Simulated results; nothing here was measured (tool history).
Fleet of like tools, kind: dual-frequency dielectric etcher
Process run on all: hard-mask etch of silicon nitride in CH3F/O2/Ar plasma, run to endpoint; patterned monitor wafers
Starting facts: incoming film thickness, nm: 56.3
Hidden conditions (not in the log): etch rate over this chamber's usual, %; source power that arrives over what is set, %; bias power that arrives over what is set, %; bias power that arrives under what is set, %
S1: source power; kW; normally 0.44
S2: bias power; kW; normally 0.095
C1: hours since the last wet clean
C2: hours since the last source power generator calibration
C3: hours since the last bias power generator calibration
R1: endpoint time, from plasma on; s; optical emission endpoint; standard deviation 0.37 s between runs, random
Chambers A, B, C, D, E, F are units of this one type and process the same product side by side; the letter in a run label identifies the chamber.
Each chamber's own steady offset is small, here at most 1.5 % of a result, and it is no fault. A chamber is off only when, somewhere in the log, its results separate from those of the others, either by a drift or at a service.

Run 1F, hour 5: usual settings; C1 198.2; C2 1871.9; C3 1858.3. Result: R1 70.608 s.
Run 2D, hour 11.9: usual settings; C1 266.4; C2 3914.1; C3 2075.7. Result: R1 72.621 s.
Run 3A, hour 18.2: usual settings; C1 380; C2 1656; C3 1456.7. Result: R1 71.264 s.
Run 4E, hour 22.8: usual settings; C1 253.8; C2 1360.7; C3 938.4. Result: R1 71.08 s.
Run 5C, hour 27.8: usual settings; C1 51.2; C2 50.3; C3 1858.9. Result: R1 70.633 s.
Run 6B, hour 36.8: usual settings; C1 529.9; C2 154; C3 1821.1. Result: R1 70.708 s.
Run 7E, hour 44.3: usual settings but S1 0.39 kW, S2 0.084 kW; C1 275.3; C2 1382.2; C3 959.9. Result: R1 77.6 s.
At hour 46.9: chamber D: source power generator calibrated.
Run 8C, hour 50.3: usual settings but S1 0.39 kW, S2 0.084 kW; C1 73.7; C2 72.8; C3 1881.4. Result: R1 77.695 s.
Run 9B, hour 59.1: usual settings but S1 0.39 kW, S2 0.084 kW; C1 552.2; C2 176.3; C3 1843.4. Result: R1 78.301 s.
At hour 66.5: chamber B: wet clean of the chamber.
Run 10D, hour 68.3: usual settings but S1 0.39 kW, S2 0.084 kW; C1 322.8; C2 21.5; C3 2132.1. Result: R1 79.271 s.
Run 11F, hour 77.9: usual settings but S1 0.39 kW, S2 0.084 kW; C1 271.1; C2 1944.8; C3 1931.2. Result: R1 77.698 s.
Run 12A, hour 86.9: usual settings but S1 0.39 kW, S2 0.084 kW; C1 448.7; C2 1724.7; C3 1525.4. Result: R1 77.158 s.
Run 13A, hour 92.2: usual settings; C1 454; C2 1730; C3 1530.7. Result: R1 70.53 s.
Run 14C, hour 100.7: usual settings but S2 0.075 kW; C1 124.1; C2 123.2; C3 1931.8. Result: R1 77.572 s.
Run 15F, hour 107.5: usual settings but S2 0.075 kW; C1 300.7; C2 1974.4; C3 1960.8. Result: R1 76.839 s.
Run 16B, hour 114.4: usual settings but S2 0.075 kW; C1 48; C2 231.6; C3 1898.7. Result: R1 77.2 s.
Run 17E, hour 123.7: usual settings but S2 0.075 kW; C1 354.7; C2 1461.6; C3 1039.3. Result: R1 77.299 s.
Run 18D, hour 128.5: usual settings but S2 0.075 kW; C1 383; C2 81.7; C3 2192.3. Result: R1 79.159 s.
Run 19E, hour 134.5: usual settings but S2 0.075 kW; C1 365.5; C2 1472.4; C3 1050.1. Result: R1 77.593 s.
Run 20F, hour 143.7: usual settings; C1 336.9; C2 2010.6; C3 1997. Result: R1 70.558 s.
Run 21B, hour 152.3: usual settings; C1 85.9; C2 269.5; C3 1936.6. Result: R1 71.383 s.
Run 22C, hour 161.6: usual settings; C1 185; C2 184.1; C3 1992.7. Result: R1 70.733 s.
At hour 169.9: chamber A: wet clean of the chamber.
Run 23A, hour 171.4: usual settings; C1 1.6; C2 1809.2; C3 1609.9. Result: R1 67.699 s.
Run 24D, hour 179.1: usual settings; C1 433.6; C2 132.3; C3 2242.9. Result: R1 72.363 s.
Run 25D, hour 189.2: usual settings; C1 443.7; C2 142.4; C3 2253. Result: R1 72.72 s.
Run 26F, hour 194.7: usual settings; C1 387.9; C2 2061.6; C3 2048. Result: R1 70.985 s.
At hour 199: chamber F: wet clean of the chamber.
Run 27C, hour 201.6: usual settings; C1 225; C2 224.1; C3 2032.7. Result: R1 71.19 s.
Run 28A, hour 208.7: usual settings; C1 38.9; C2 1846.5; C3 1647.2. Result: R1 67.86 s.
Run 29B, hour 214.8: usual settings; C1 148.4; C2 332; C3 1999.1. Result: R1 70.754 s.
Run 30E, hour 224.3: usual settings but S2 0.074 kW; C1 455.3; C2 1562.2; C3 1139.9. Result: R1 78.149 s.
Run 31C, hour 231.3: usual settings but S2 0.074 kW; C1 254.7; C2 253.8; C3 2062.4. Result: R1 77.879 s.
Run 32E, hour 240.6: usual settings but S2 0.074 kW; C1 471.6; C2 1578.5; C3 1156.2. Result: R1 78.547 s.
Run 33B, hour 250.1: usual settings but S2 0.074 kW; C1 183.7; C2 367.3; C3 2034.4. Result: R1 77.281 s.
Run 34D, hour 258.7: usual settings but S2 0.074 kW; C1 513.2; C2 211.9; C3 2322.5. Result: R1 79.445 s.
Run 35F, hour 266.6: usual settings but S2 0.074 kW; C1 67.7; C2 2133.5; C3 2119.9. Result: R1 76.654 s.
At hour 268.8: chamber E: wet clean of the chamber.
Run 36A, hour 271.4: usual settings; C1 101.6; C2 1909.2; C3 1709.9. Result: R1 67.995 s.
At hour 273.4: chamber E: source power generator calibrated.
Run 37A, hour 281.1: usual settings; C1 111.3; C2 1918.9; C3 1719.6. Result: R1 67.257 s.
Run 38B, hour 290.2: usual settings; C1 223.8; C2 407.4; C3 2074.5. Result: R1 71.62 s.
Run 39D, hour 298.2: usual settings; C1 552.7; C2 251.4; C3 2362. Result: R1 72.202 s.
Run 40F, hour 303.3: usual settings but S1 0.48 kW; C1 104.4; C2 2170.2; C3 2156.6. Result: R1 68.511 s.
Run 41C, hour 312.7: usual settings but S1 0.48 kW; C1 336.1; C2 335.2; C3 2143.8. Result: R1 69.313 s.
Run 42E, hour 319.5: usual settings but S1 0.48 kW; C1 50.8; C2 46.1; C3 1235.1. Result: R1 69.881 s.

All 6 chambers run these settings next. Forecast each chamber's results:
Run 43A, hour 326.6: usual settings but S1 0.47 kW. Result: R1 ?.
Run 43B, hour 326.6: usual settings but S1 0.47 kW. Result: R1 ?.
Run 43C, hour 326.6: usual settings but S1 0.47 kW. Result: R1 ?.
Run 43D, hour 326.6: usual settings but S1 0.47 kW. Result: R1 ?.
Run 43E, hour 326.6: usual settings but S1 0.47 kW. Result: R1 ?.
Run 43F, hour 326.6: usual settings but S1 0.47 kW. Result: R1 ?.

run      R1
43A  66.837
43B  69.943
43C   69.33
43D  70.818
43E  69.262
43F  68.507
